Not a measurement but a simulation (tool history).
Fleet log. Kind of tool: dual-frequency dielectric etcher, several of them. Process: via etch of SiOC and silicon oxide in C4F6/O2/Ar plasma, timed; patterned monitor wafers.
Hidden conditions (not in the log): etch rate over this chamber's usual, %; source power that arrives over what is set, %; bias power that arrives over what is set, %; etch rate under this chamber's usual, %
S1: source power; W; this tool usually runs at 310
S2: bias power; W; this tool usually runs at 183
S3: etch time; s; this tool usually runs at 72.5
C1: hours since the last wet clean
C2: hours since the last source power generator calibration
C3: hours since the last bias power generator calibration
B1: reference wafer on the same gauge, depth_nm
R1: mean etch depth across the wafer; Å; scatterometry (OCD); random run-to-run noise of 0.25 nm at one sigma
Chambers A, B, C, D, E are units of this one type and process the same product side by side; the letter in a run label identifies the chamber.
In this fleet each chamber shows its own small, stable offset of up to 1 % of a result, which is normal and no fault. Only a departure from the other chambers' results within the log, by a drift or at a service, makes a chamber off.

{"run": "1C", "hour": 5.3, "S1": 310, "S2": 183, "S3": 72.5, "C1": 459.7, "C2": 1705.8, "C3": 4580.0, "B1": 88.684, "R1": 747.1}
{"run": "2B", "hour": 10.5, "S1": 310, "S2": 183, "S3": 72.5, "C1": 427.8, "C2": 677.3, "C3": 1035.2, "B1": 88.707, "R1": 752.27}
{"run": "3A", "hour": 15.2, "S1": 310, "S2": 183, "S3": 72.5, "C1": 255.5, "C2": 91.1, "C3": 1423.3, "B1": 88.71, "R1": 741.37}
{"run": "4D", "hour": 19.9, "S1": 310, "S2": 183, "S3": 72.5, "C1": 165.1, "C2": 3747.3, "C3": 2035.8, "B1": 88.66, "R1": 750.31}
{"run": "5E", "hour": 23.9, "S1": 310, "S2": 183, "S3": 72.5, "C1": 252.3, "C2": 1732.2, "C3": 1171.7, "B1": 88.678, "R1": 744.49}
{"run": "6D", "hour": 28.5, "S1": 310, "S2": 183, "S3": 72.5, "C1": 173.7, "C2": 3755.9, "C3": 2044.4, "B1": 88.748, "R1": 751.25}
{"run": "7A", "hour": 35.3, "S1": 310, "S2": 183, "S3": 72.5, "C1": 275.6, "C2": 111.2, "C3": 1443.4, "B1": 88.718, "R1": 744.89}
{"run": "8E", "hour": 42.6, "S1": 310, "S2": 183, "S3": 72.5, "C1": 271.0, "C2": 1750.9, "C3": 1190.4, "B1": 88.771, "R1": 745.55}
{"hour": 47.2, "done": "chamber B: wet clean of the chamber"}
{"run": "9B", "hour": 49.4, "S1": 310, "S2": 183, "S3": 72.5, "C1": 2.2, "C2": 716.2, "C3": 1074.1, "B1": 88.654, "R1": 751.04}
{"run": "10C", "hour": 54.6, "S1": 310, "S2": 183, "S3": 72.5, "C1": 509.0, "C2": 1755.1, "C3": 4629.3, "B1": 88.67, "R1": 748.98}
{"run": "11B", "hour": 61.2, "S1": 310, "S2": 183, "S3": 72.5, "C1": 14.0, "C2": 728.0, "C3": 1085.9, "B1": 88.645, "R1": 748.72}
{"run": "12D", "hour": 67.2, "S1": 310, "S2": 183, "S3": 72.5, "C1": 212.4, "C2": 3794.6, "C3": 2083.1, "B1": 88.625, "R1": 747.47}
{"run": "13A", "hour": 74.3, "S1": 310, "S2": 183, "S3": 72.5, "C1": 314.6, "C2": 150.2, "C3": 1482.4, "B1": 88.695, "R1": 746.97}
{"run": "14E", "hour": 82.7, "S1": 280, "S2": 228, "S3": 72.5, "C1": 311.1, "C2": 1791.0, "C3": 1230.5, "B1": 88.677, "R1": 767.58}
{"run": "15C", "hour": 90.0, "S1": 280, "S2": 228, "S3": 72.5, "C1": 544.4, "C2": 1790.5, "C3": 4664.7, "B1": 88.674, "R1": 774.36}
{"run": "16A", "hour": 93.8, "S1": 280, "S2": 228, "S3": 72.5, "C1": 334.1, "C2": 169.7, "C3": 1501.9, "B1": 88.779, "R1": 771.77}
{"run": "17B", "hour": 97.7, "S1": 280, "S2": 228, "S3": 72.5, "C1": 50.5, "C2": 764.5, "C3": 1122.4, "B1": 88.742, "R1": 776.12}
{"run": "18C", "hour": 102.0, "S1": 280, "S2": 228, "S3": 72.5, "C1": 556.4, "C2": 1802.5, "C3": 4676.7, "B1": 88.75, "R1": 773.84}
{"hour": 107.2, "done": "chamber A: wet clean of the chamber"}
{"run": "19D", "hour": 110.1, "S1": 310, "S2": 183, "S3": 72.5, "C1": 255.3, "C2": 3837.5, "C3": 2126.0, "B1": 88.679, "R1": 749.83}
{"run": "20E", "hour": 116.2, "S1": 310, "S2": 183, "S3": 72.5, "C1": 344.6, "C2": 1824.5, "C3": 1264.0, "B1": 88.619, "R1": 742.1}
{"run": "21E", "hour": 121.5, "S1": 310, "S2": 183, "S3": 72.5, "C1": 349.9, "C2": 1829.8, "C3": 1269.3, "B1": 88.7, "R1": 743.22}
{"run": "22A", "hour": 128.8, "S1": 360, "S2": 183, "S3": 72.5, "C1": 21.6, "C2": 204.7, "C3": 1536.9, "B1": 88.743, "R1": 790.6}
{"run": "23D", "hour": 134.2, "S1": 360, "S2": 183, "S3": 72.5, "C1": 279.4, "C2": 3861.6, "C3": 2150.1, "B1": 88.714, "R1": 792.48}
{"run": "24C", "hour": 142.6, "S1": 360, "S2": 183, "S3": 72.5, "C1": 597.0, "C2": 1843.1, "C3": 4717.3, "B1": 88.721, "R1": 796.49}
{"run": "25B", "hour": 148.0, "S1": 360, "S2": 183, "S3": 72.5, "C1": 100.8, "C2": 814.8, "C3": 1172.7, "B1": 88.644, "R1": 794.22}
{"run": "26C", "hour": 154.9, "S1": 360, "S2": 183, "S3": 72.5, "C1": 609.3, "C2": 1855.4, "C3": 4729.6, "B1": 88.791, "R1": 787.27}
{"run": "27A", "hour": 159.3, "S1": 260, "S2": 166, "S3": 72.5, "C1": 52.1, "C2": 235.2, "C3": 1567.4, "B1": 88.736, "R1": 677.93}
{"run": "28D", "hour": 164.8, "S1": 260, "S2": 166, "S3": 72.5, "C1": 310.0, "C2": 3892.2, "C3": 2180.7, "B1": 88.714, "R1": 676.89}
{"run": "29E", "hour": 172.5, "S1": 260, "S2": 166, "S3": 72.5, "C1": 400.9, "C2": 1880.8, "C3": 1320.3, "B1": 88.807, "R1": 660.96}
{"run": "30B", "hour": 179.3, "S1": 260, "S2": 166, "S3": 72.5, "C1": 132.1, "C2": 846.1, "C3": 1204.0, "B1": 88.675, "R1": 681.33}
{"run": "31B", "hour": 183.2, "S1": 260, "S2": 166, "S3": 72.5, "C1": 136.0, "C2": 850.0, "C3": 1207.9, "B1": 88.695, "R1": 679.16}

Is one chamber out of step, is the gauge drifting, or do the chambers differ by no more than their own small offsets? For an off chamber, give its letter and the likeliest cause.

One chamber, E, drifts off from the rest bit by bit.
What lies behind it: etch rate under this chamber's usual, % = 1.92.
The log might look much the same if the cause were instead: source power that arrives under what is set, %; bias power that arrives under what is set, %.

Below are 4 candidate recipes for chamber E's next run, each the usual settings with a change, their results shown as question marks. Which of them brings E's results back in line with what the other chambers give on the usual settings?
Counts as in line when no further than this from what the other chambers average on the usual settings: R1 8.90 Å
{"run": "32E-1", "hour": 189.4, "S1": 310, "S2": 185, "S3": 75.5, "R1": "?"}
{"run": "32E-2", "hour": 189.4, "S1": 310, "S2": 196, "S3": 72.5, "R1": "?"}
{"run": "32E-3", "hour": 189.4, "S1": 310, "S2": 182, "S3": 71.0, "R1": "?"}
{"run": "32E-4", "hour": 189.4, "S1": 310, "S2": 181, "S3": 69.5, "R1": "?"}

On the usual settings, the other chambers give on average: R1 747.72 Å
run=32E-1 R1=762.06
run=32E-2 R1=745.90
run=32E-3 R1=712.80
run=32E-4 R1=696.48
32E-2 brings the chamber back in line.
